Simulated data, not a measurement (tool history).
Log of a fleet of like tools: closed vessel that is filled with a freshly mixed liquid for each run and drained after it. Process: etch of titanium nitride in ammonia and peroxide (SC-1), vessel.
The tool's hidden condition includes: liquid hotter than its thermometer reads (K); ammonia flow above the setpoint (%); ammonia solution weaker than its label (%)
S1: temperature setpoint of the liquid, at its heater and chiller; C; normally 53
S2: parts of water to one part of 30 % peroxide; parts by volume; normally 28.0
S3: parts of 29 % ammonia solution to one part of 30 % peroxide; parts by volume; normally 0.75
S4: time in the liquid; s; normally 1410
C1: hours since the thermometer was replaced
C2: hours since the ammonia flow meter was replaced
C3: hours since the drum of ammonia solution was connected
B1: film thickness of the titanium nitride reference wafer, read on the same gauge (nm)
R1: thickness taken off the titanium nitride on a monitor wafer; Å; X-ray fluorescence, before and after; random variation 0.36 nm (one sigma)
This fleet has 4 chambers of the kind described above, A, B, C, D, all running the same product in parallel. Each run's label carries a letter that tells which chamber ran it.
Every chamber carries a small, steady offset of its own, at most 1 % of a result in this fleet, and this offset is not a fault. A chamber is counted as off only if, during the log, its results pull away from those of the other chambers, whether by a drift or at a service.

run	hour	S1	S2	S3	S4	C1	C2	C3	B1	R1
1D	9.7	53	28.0	0.75	1410	1092.7	449.8	161.5	89.986	523.01
2B	18.4	53	28.0	0.75	1410	109.1	296.3	1074.7	89.991	528.14
3A	24.9	53	28.0	0.75	1410	1692.7	228.9	77.6	90.009	532.45
4C	32.8	53	28.0	0.75	1410	738.8	1341.4	1094.1	89.988	530.05
5B	46.5	53	28.0	0.75	1410	137.2	324.4	1102.8	89.997	525.55
6C	61.4	53	28.0	0.75	1410	767.4	1370.0	1122.7	90.015	528.10
7A	68.8	53	28.0	0.75	1410	1736.6	272.8	121.5	89.986	534.14
8D	83.3	53	28.0	0.75	1410	1166.3	523.4	235.1	89.997	528.10
9C	92.0	53	28.0	0.75	630	798.0	1400.6	1153.3	89.989	240.58
10B	102.9	53	28.0	0.75	630	193.6	380.8	1159.2	90.004	238.22
# hour 115.1: chamber C: ammonia flow meter replaced
11A	117.0	53	28.0	0.75	630	1784.8	321.0	169.7	90.006	234.01
# hour 124.9: chamber B: new drum of ammonia solution connected
12D	126.2	53	28.0	0.75	630	1209.2	566.3	278.0	89.996	238.00
# hour 127.3: chamber C: new drum of ammonia solution connected
13B	139.8	53	28.0	0.75	1410	230.5	417.7	15.0	89.989	538.42
14D	152.5	53	28.0	0.75	1410	1235.5	592.6	304.3	89.972	536.44
15A	166.3	53	28.0	0.75	1410	1834.1	370.3	219.0	89.998	536.69
16C	174.2	53	32.5	0.75	1410	880.2	59.1	47.0	89.996	495.09
# hour 185.2: chamber B: ammonia flow meter replaced
17A	188.6	53	32.5	0.75	1410	1856.4	392.6	241.3	89.998	494.39
18B	199.5	53	32.5	0.75	1410	290.2	14.4	74.7	90.003	495.14
19C	214.0	53	32.5	0.75	1410	920.0	98.9	86.8	90.003	487.79
20D	223.8	53	28.0	0.75	1410	1306.8	663.9	375.6	89.994	546.28
21C	234.7	53	28.0	0.75	1410	940.7	119.6	107.5	89.984	535.58
22B	243.7	53	39.0	0.75	765	334.4	58.6	118.9	90.013	238.90
23D	256.8	53	39.0	0.75	765	1339.8	696.9	408.6	90.009	246.10
24A	271.4	53	39.0	0.75	765	1939.2	475.4	324.1	89.995	241.39
25A	286.1	53	39.0	0.75	765	1953.9	490.1	338.8	90.006	238.40
26B	298.0	53	28.0	0.75	1410	388.7	112.9	173.2	90.014	529.12
# hour 302.7: chamber A: new drum of ammonia solution connected
27D	305.0	53	28.0	0.75	1410	1388.0	745.1	456.8	89.989	559.23
28C	318.8	53	28.0	0.75	1410	1024.8	203.7	191.6	89.996	536.23
# hour 330.7: chamber D: new drum of ammonia solution connected
29D	332.4	53	28.0	0.75	1410	1415.4	772.5	1.8	89.994	554.55
30C	340.3	53	28.0	0.75	1410	1046.3	225.2	213.1	89.995	533.34
31B	349.2	53	28.0	0.75	1410	439.9	164.1	224.4	89.983	529.61
32A	355.9	53	28.0	0.75	1410	2023.7	559.9	53.2	89.993	528.51
33D	370.5	53	28.0	0.75	1410	1453.5	810.6	39.9	90.014	564.85
34A	378.3	53	28.0	0.75	1410	2046.1	582.3	75.6	89.990	533.13
35B	385.1	53	28.0	0.75	1410	475.8	200.0	260.3	89.987	528.47
36C	391.8	53	28.0	0.75	1410	1097.8	276.7	264.6	89.994	539.24
37C	401.6	53	28.0	0.75	1410	1107.6	286.5	274.4	90.001	534.81
38B	414.8	53	28.0	0.75	1410	505.5	229.7	290.0	89.986	537.97
39D	425.4	53	28.0	0.75	1410	1508.4	865.5	94.8	90.007	567.89
# hour 427.1: chamber B: thermometer replaced
40A	437.0	53	28.0	0.75	1410	2104.8	641.0	134.3	89.999	531.91
41B	444.9	53	28.0	0.75	1410	17.8	259.8	320.1	89.979	538.06

Next, all 4 chambers run the settings below, one line each with question marks for the results. What does each chamber give?
42A	455.6	53	28.0	0.75	1410					?
42B	455.6	53	28.0	0.75	1410					?
42C	455.6	53	28.0	0.75	1410					?
42D	455.6	53	28.0	0.75	1410					?

run	R1
42A	537.46
42B	528.36
42C	536.08
42D	572.90
